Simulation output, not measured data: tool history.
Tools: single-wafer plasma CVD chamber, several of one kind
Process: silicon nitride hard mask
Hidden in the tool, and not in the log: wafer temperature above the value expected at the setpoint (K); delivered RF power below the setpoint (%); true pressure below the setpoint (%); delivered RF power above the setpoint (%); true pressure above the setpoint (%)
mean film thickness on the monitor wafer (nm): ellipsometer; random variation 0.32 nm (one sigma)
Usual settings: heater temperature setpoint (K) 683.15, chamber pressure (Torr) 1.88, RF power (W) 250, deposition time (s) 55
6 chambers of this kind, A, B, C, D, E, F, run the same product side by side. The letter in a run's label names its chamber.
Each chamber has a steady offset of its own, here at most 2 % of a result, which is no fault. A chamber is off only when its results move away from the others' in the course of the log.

| run | hour | heater temperature setpoint (K) | chamber pressure (Torr) | RF power (W) | deposition time (s) | hours since the last thermocouple change | hours since the last RF generator calibration | hours since the last manometer calibration | read-back reference wafer on the same gauge, thickness_nm | mean film thickness on the monitor wafer (nm) |
|---|---|---|---|---|---|---|---|---|---|---|
| 1B | 3.9 | 683.15 | 1.88 | 250 | 55 | 2070.1 | 604.4 | 525.2 | 63.695 | 57.777 |
| 2F | 6.3 | 683.15 | 1.88 | 250 | 55 | 1821.8 | 1121.5 | 2474.4 | 63.695 | 58.210 |
| 3C | 9.6 | 683.15 | 1.88 | 250 | 55 | 936.3 | 1209.9 | 3017.0 | 63.643 | 57.492 |
| 4D | 12.5 | 683.15 | 1.88 | 250 | 55 | 261.6 | 568.2 | 337.3 | 63.707 | 58.650 |
| 5E | 17.3 | 683.15 | 1.88 | 250 | 55 | 267.2 | 1049.7 | 1010.4 | 63.683 | 59.488 |
| 6A | 21.3 | 683.15 | 1.88 | 250 | 55 | 303.6 | 1366.6 | 2054.4 | 63.757 | 56.977 |
| 7A | 24.3 | 683.15 | 1.88 | 250 | 55 | 306.6 | 1369.6 | 2057.4 | 63.708 | 58.078 |
| 8C | 27.1 | 683.15 | 1.68 | 250 | 55 | 953.8 | 1227.4 | 3034.5 | 63.742 | 56.314 |
| 9D | 30.9 | 683.15 | 1.68 | 250 | 55 | 280.0 | 586.6 | 355.7 | 63.696 | 56.622 |
|  | 31.9 | chamber E: capacitance manometer re-zeroed and calibrated |
| 10B | 34.9 | 683.15 | 1.68 | 250 | 55 | 2101.1 | 635.4 | 556.2 | 63.813 | 56.774 |
| 11F | 39.4 | 683.15 | 1.68 | 250 | 55 | 1854.9 | 1154.6 | 2507.5 | 63.702 | 55.852 |
| 12E | 42.5 | 683.15 | 1.68 | 250 | 55 | 292.4 | 1074.9 | 10.6 | 63.628 | 58.100 |
| 13D | 45.1 | 683.15 | 1.68 | 250 | 55 | 294.2 | 600.8 | 369.9 | 63.667 | 56.458 |
| 14C | 48.3 | 683.15 | 2.33 | 250 | 55 | 975.0 | 1248.6 | 3055.7 | 63.599 | 61.150 |
| 15B | 50.6 | 683.15 | 2.33 | 250 | 55 | 2116.8 | 651.1 | 571.9 | 63.671 | 61.503 |
| 16E | 53.2 | 683.15 | 2.33 | 250 | 55 | 303.1 | 1085.6 | 21.3 | 63.771 | 62.510 |
| 17A | 57.9 | 683.15 | 2.33 | 250 | 55 | 340.2 | 1403.2 | 2091.0 | 63.658 | 59.888 |
| 18F | 62.8 | 683.15 | 2.33 | 250 | 55 | 1878.3 | 1178.0 | 2530.9 | 63.634 | 61.326 |
| 19A | 67.4 | 683.15 | 2.33 | 250 | 55 | 349.7 | 1412.7 | 2100.5 | 63.737 | 60.174 |
| 20F | 70.5 | 683.15 | 1.88 | 250 | 55 | 1886.0 | 1185.7 | 2538.6 | 63.676 | 58.539 |
| 21B | 74.4 | 683.15 | 1.88 | 250 | 55 | 2140.6 | 674.9 | 595.7 | 63.721 | 58.768 |
| 22D | 79.3 | 683.15 | 1.88 | 250 | 55 | 328.4 | 635.0 | 404.1 | 63.635 | 57.942 |
| 23C | 83.1 | 683.15 | 1.88 | 250 | 55 | 1009.8 | 1283.4 | 3090.5 | 63.731 | 57.779 |
| 24E | 87.9 | 683.15 | 1.88 | 250 | 55 | 337.8 | 1120.3 | 56.0 | 63.771 | 58.799 |
| 25D | 92.0 | 683.15 | 1.88 | 250 | 55 | 341.1 | 647.7 | 416.8 | 63.590 | 58.032 |
| 26F | 96.3 | 683.15 | 1.88 | 250 | 55 | 1911.8 | 1211.5 | 2564.4 | 63.616 | 57.569 |
| 27A | 100.7 | 690.15 | 1.88 | 250 | 55 | 383.0 | 1446.0 | 2133.8 | 63.727 | 55.932 |
| 28E | 103.2 | 690.15 | 1.88 | 250 | 55 | 353.1 | 1135.6 | 71.3 | 63.724 | 59.241 |
|  | 103.8 | chamber C: capacitance manometer re-zeroed and calibrated |
| 29B | 107.8 | 690.15 | 1.88 | 250 | 55 | 2174.0 | 708.3 | 629.1 | 63.710 | 57.836 |
| 30C | 112.7 | 690.15 | 1.88 | 250 | 55 | 1039.4 | 1313.0 | 8.9 | 63.737 | 57.825 |
| 31A | 115.4 | 690.15 | 1.88 | 250 | 55 | 397.7 | 1460.7 | 2148.5 | 63.683 | 55.744 |
| 32E | 119.8 | 690.15 | 1.88 | 250 | 55 | 369.7 | 1152.2 | 87.9 | 63.717 | 59.180 |
| 33F | 121.9 | 669.15 | 1.88 | 250 | 55 | 1937.4 | 1237.1 | 2590.0 | 63.653 | 58.617 |
| 34B | 126.8 | 669.15 | 1.88 | 250 | 55 | 2193.0 | 727.3 | 648.1 | 63.677 | 58.186 |
| 35C | 131.7 | 669.15 | 1.88 | 250 | 55 | 1058.4 | 1332.0 | 27.9 | 63.624 | 58.380 |
| 36D | 134.1 | 669.15 | 1.88 | 250 | 55 | 383.2 | 689.8 | 458.9 | 63.634 | 58.555 |
| 37B | 138.3 | 669.15 | 1.88 | 250 | 55 | 2204.5 | 738.8 | 659.6 | 63.775 | 58.287 |
| 38D | 140.5 | 669.15 | 1.88 | 250 | 55 | 389.6 | 696.2 | 465.3 | 63.768 | 58.555 |
| 39E | 142.7 | 683.15 | 1.88 | 250 | 55 | 392.6 | 1175.1 | 110.8 | 63.671 | 58.612 |
| 40F | 146.5 | 683.15 | 1.88 | 250 | 55 | 1962.0 | 1261.7 | 2614.6 | 63.696 | 57.915 |
| 41C | 151.1 | 683.15 | 1.88 | 250 | 55 | 1077.8 | 1351.4 | 47.3 | 63.712 | 58.150 |

All 6 chambers run these settings next. Forecast each chamber's results:
| 42A | 154.6 | 683.15 | 1.88 | 250 | 55 |  |  |  |  | ? |
| 42B | 154.6 | 683.15 | 1.88 | 250 | 55 |  |  |  |  | ? |
| 42C | 154.6 | 683.15 | 1.88 | 250 | 55 |  |  |  |  | ? |
| 42D | 154.6 | 683.15 | 1.88 | 250 | 55 |  |  |  |  | ? |
| 42E | 154.6 | 683.15 | 1.88 | 250 | 55 |  |  |  |  | ? |
| 42F | 154.6 | 683.15 | 1.88 | 250 | 55 |  |  |  |  | ? |

| run | mean film thickness on the monitor wafer (nm) |
|---|---|
| 42A | 55.144 |
| 42B | 57.640 |
| 42C | 57.840 |
| 42D | 58.559 |
| 42E | 58.449 |
| 42F | 58.032 |

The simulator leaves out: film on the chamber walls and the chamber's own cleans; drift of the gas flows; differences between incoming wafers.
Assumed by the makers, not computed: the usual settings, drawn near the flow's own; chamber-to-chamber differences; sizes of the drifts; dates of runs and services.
